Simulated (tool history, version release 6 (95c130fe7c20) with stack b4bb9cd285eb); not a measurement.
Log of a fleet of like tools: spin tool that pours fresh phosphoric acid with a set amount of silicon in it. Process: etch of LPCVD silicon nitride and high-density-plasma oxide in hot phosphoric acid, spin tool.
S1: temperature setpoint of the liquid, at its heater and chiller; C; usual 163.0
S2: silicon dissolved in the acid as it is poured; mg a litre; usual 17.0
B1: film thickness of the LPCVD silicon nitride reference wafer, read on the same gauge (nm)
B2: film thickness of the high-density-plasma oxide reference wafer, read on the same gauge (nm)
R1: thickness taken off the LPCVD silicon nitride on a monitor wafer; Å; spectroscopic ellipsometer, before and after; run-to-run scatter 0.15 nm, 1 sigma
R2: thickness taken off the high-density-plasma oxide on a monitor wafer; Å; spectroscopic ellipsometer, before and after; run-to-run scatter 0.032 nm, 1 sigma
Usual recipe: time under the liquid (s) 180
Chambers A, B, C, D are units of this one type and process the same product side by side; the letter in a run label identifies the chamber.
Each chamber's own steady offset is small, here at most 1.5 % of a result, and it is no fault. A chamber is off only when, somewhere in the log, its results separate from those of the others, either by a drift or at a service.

run 1D hour=13.6 | S1=163.0 S2=17.0 time_under_the_liquid_(s)=180 | B1=40.023 B2=69.962 | R1=178.36 R2=6.9953
run 2A hour=24.9 | S1=163.0 S2=17.0 time_under_the_liquid_(s)=180 | B1=39.986 B2=69.996 | R1=178.97 R2=6.6697
run 3B hour=31.4 | S1=163.0 S2=17.0 time_under_the_liquid_(s)=180 | B1=40.017 B2=69.978 | R1=177.12 R2=6.7377
run 4C hour=38.6 | S1=163.0 S2=17.0 time_under_the_liquid_(s)=180 | B1=40.029 B2=69.980 | R1=180.56 R2=7.1056
run 5B hour=47.4 | S1=163.0 S2=17.0 time_under_the_liquid_(s)=180 | B1=39.983 B2=69.966 | R1=179.30 R2=6.9755
run 6C hour=54.2 | S1=163.0 S2=17.0 time_under_the_liquid_(s)=180 | B1=40.003 B2=69.976 | R1=176.86 R2=7.2192
run 7A hour=67.6 | S1=160.5 S2=30.0 time_under_the_liquid_(s)=180 | B1=39.989 B2=70.029 | R1=164.24 R2=3.5417
-- hour=74.9 chamber B: dissolved silicon flow meter replaced
run 8D hour=78.3 | S1=160.5 S2=30.0 time_under_the_liquid_(s)=180 | B1=40.004 B2=69.989 | R1=163.95 R2=3.8706
run 9A hour=86.9 | S1=160.5 S2=30.0 time_under_the_liquid_(s)=180 | B1=39.982 B2=69.969 | R1=163.84 R2=3.5620
run 10D hour=101.2 | S1=160.5 S2=30.0 time_under_the_liquid_(s)=180 | B1=39.999 B2=69.997 | R1=163.12 R2=4.0454
run 11C hour=113.7 | S1=163.0 S2=17.0 time_under_the_liquid_(s)=180 | B1=40.033 B2=70.003 | R1=179.27 R2=6.3900
run 12B hour=125.8 | S1=163.0 S2=9.5 time_under_the_liquid_(s)=215 | B1=40.017 B2=70.015 | R1=213.50 R2=10.0780
run 13B hour=132.5 | S1=163.0 S2=9.5 time_under_the_liquid_(s)=215 | B1=39.985 B2=69.989 | R1=214.13 R2=10.7140
run 14A hour=140.1 | S1=163.0 S2=9.5 time_under_the_liquid_(s)=215 | B1=39.956 B2=69.983 | R1=215.71 R2=10.3120
run 15C hour=147.4 | S1=163.0 S2=9.5 time_under_the_liquid_(s)=215 | B1=39.983 B2=70.011 | R1=210.37 R2=9.3157
run 16D hour=161.7 | S1=165.5 S2=17.0 time_under_the_liquid_(s)=235 | B1=40.019 B2=69.985 | R1=255.87 R2=11.3490
-- hour=165.7 chamber C: dissolved silicon flow meter replaced
run 17A hour=170.5 | S1=165.5 S2=17.0 time_under_the_liquid_(s)=235 | B1=40.016 B2=70.046 | R1=254.60 R2=11.4370
run 18D hour=181.5 | S1=165.5 S2=17.0 time_under_the_liquid_(s)=235 | B1=39.996 B2=70.014 | R1=252.12 R2=10.5980
run 19C hour=191.0 | S1=165.5 S2=17.0 time_under_the_liquid_(s)=235 | B1=40.007 B2=69.991 | R1=245.03 R2=10.6580
run 20B hour=201.2 | S1=163.0 S2=17.0 time_under_the_liquid_(s)=180 | B1=40.005 B2=69.997 | R1=177.62 R2=6.8684
run 21C hour=213.5 | S1=163.0 S2=17.0 time_under_the_liquid_(s)=180 | B1=39.989 B2=69.950 | R1=172.49 R2=6.7827
run 22B hour=226.9 | S1=163.0 S2=17.0 time_under_the_liquid_(s)=180 | B1=39.994 B2=70.011 | R1=178.36 R2=6.8081
run 23D hour=235.2 | S1=163.0 S2=17.0 time_under_the_liquid_(s)=180 | B1=39.998 B2=70.012 | R1=176.66 R2=6.8640
run 24A hour=244.4 | S1=163.0 S2=17.0 time_under_the_liquid_(s)=180 | B1=39.991 B2=70.034 | R1=180.00 R2=7.3630
run 25C hour=253.3 | S1=163.0 S2=17.0 time_under_the_liquid_(s)=180 | B1=40.004 B2=69.993 | R1=169.26 R2=6.0673
run 26A hour=259.8 | S1=163.0 S2=17.0 time_under_the_liquid_(s)=180 | B1=39.976 B2=69.950 | R1=179.89 R2=6.8903
run 27D hour=271.9 | S1=163.0 S2=17.0 time_under_the_liquid_(s)=180 | B1=39.998 B2=70.033 | R1=174.99 R2=6.4628
run 28B hour=278.6 | S1=163.0 S2=17.0 time_under_the_liquid_(s)=180 | B1=40.005 B2=69.987 | R1=180.41 R2=7.2206
run 29B hour=292.3 | S1=163.0 S2=17.0 time_under_the_liquid_(s)=180 | B1=40.009 B2=69.976 | R1=181.89 R2=7.3667
run 30A hour=301.8 | S1=163.0 S2=17.0 time_under_the_liquid_(s)=180 | B1=40.031 B2=70.013 | R1=178.99 R2=7.2865
run 31C hour=309.4 | S1=163.0 S2=17.0 time_under_the_liquid_(s)=180 | B1=40.019 B2=70.007 | R1=169.59 R2=5.9544
run 32D hour=320.0 | S1=163.0 S2=17.0 time_under_the_liquid_(s)=180 | B1=40.035 B2=69.993 | R1=177.07 R2=6.9759
run 33B hour=328.8 | S1=163.0 S2=17.0 time_under_the_liquid_(s)=180 | B1=40.015 B2=69.987 | R1=178.80 R2=6.1635
run 34C hour=335.5 | S1=163.0 S2=17.0 time_under_the_liquid_(s)=180 | B1=40.022 B2=70.005 | R1=168.36 R2=5.6522
run 35A hour=348.2 | S1=163.0 S2=17.0 time_under_the_liquid_(s)=180 | B1=39.982 B2=69.997 | R1=178.07 R2=6.9523
-- hour=356.7 chamber C: thermometer replaced
run 36D hour=359.4 | S1=163.0 S2=17.0 time_under_the_liquid_(s)=180 | B1=40.021 B2=70.026 | R1=180.40 R2=6.4568
run 37C hour=373.3 | S1=163.0 S2=17.0 time_under_the_liquid_(s)=180 | B1=40.036 B2=69.974 | R1=169.78 R2=5.9009

One chamber off, gauge drift, or nothing amiss beyond the chambers' own small offsets? If it is a chamber, which one, and what is the likeliest cause?

One chamber, C, drifts off from the rest bit by bit.
Likeliest cause: temperature lost on the way to the wafer (K) = 2.16.

Chamber C could run next with any of the 4 candidate recipes listed below; each alters the usual settings, and their results appear as question marks. Which one brings its results back in line with what the other chambers deliver on the usual settings?
In-line tolerance around the mean of the other chambers on the usual settings: R1 5.20 Å; R2 1.1000 Å
run 38C-1 hour=383.8 | S1=162.5 S2=20.0 time_under_the_liquid_(s)=170 | R1=? R2=?
run 38C-2 hour=383.8 | S1=163.0 S2=18.0 time_under_the_liquid_(s)=175 | R1=? R2=?
run 38C-3 hour=383.8 | S1=163.0 S2=16.0 time_under_the_liquid_(s)=185 | R1=? R2=?
run 38C-4 hour=383.8 | S1=163.5 S2=14.0 time_under_the_liquid_(s)=190 | R1=? R2=?

Other chambers, usual settings, mean: R1 178.99 Å; R2 6.9540 Å
run=38C-1 R1=155.09 R2=4.9999
run=38C-2 R1=162.41 R2=5.6501
run=38C-3 R1=171.69 R2=6.2958
run=38C-4 R1=179.30 R2=7.0528
The answer is 38C-4, which returns the chamber to within the allowed miss of the others.

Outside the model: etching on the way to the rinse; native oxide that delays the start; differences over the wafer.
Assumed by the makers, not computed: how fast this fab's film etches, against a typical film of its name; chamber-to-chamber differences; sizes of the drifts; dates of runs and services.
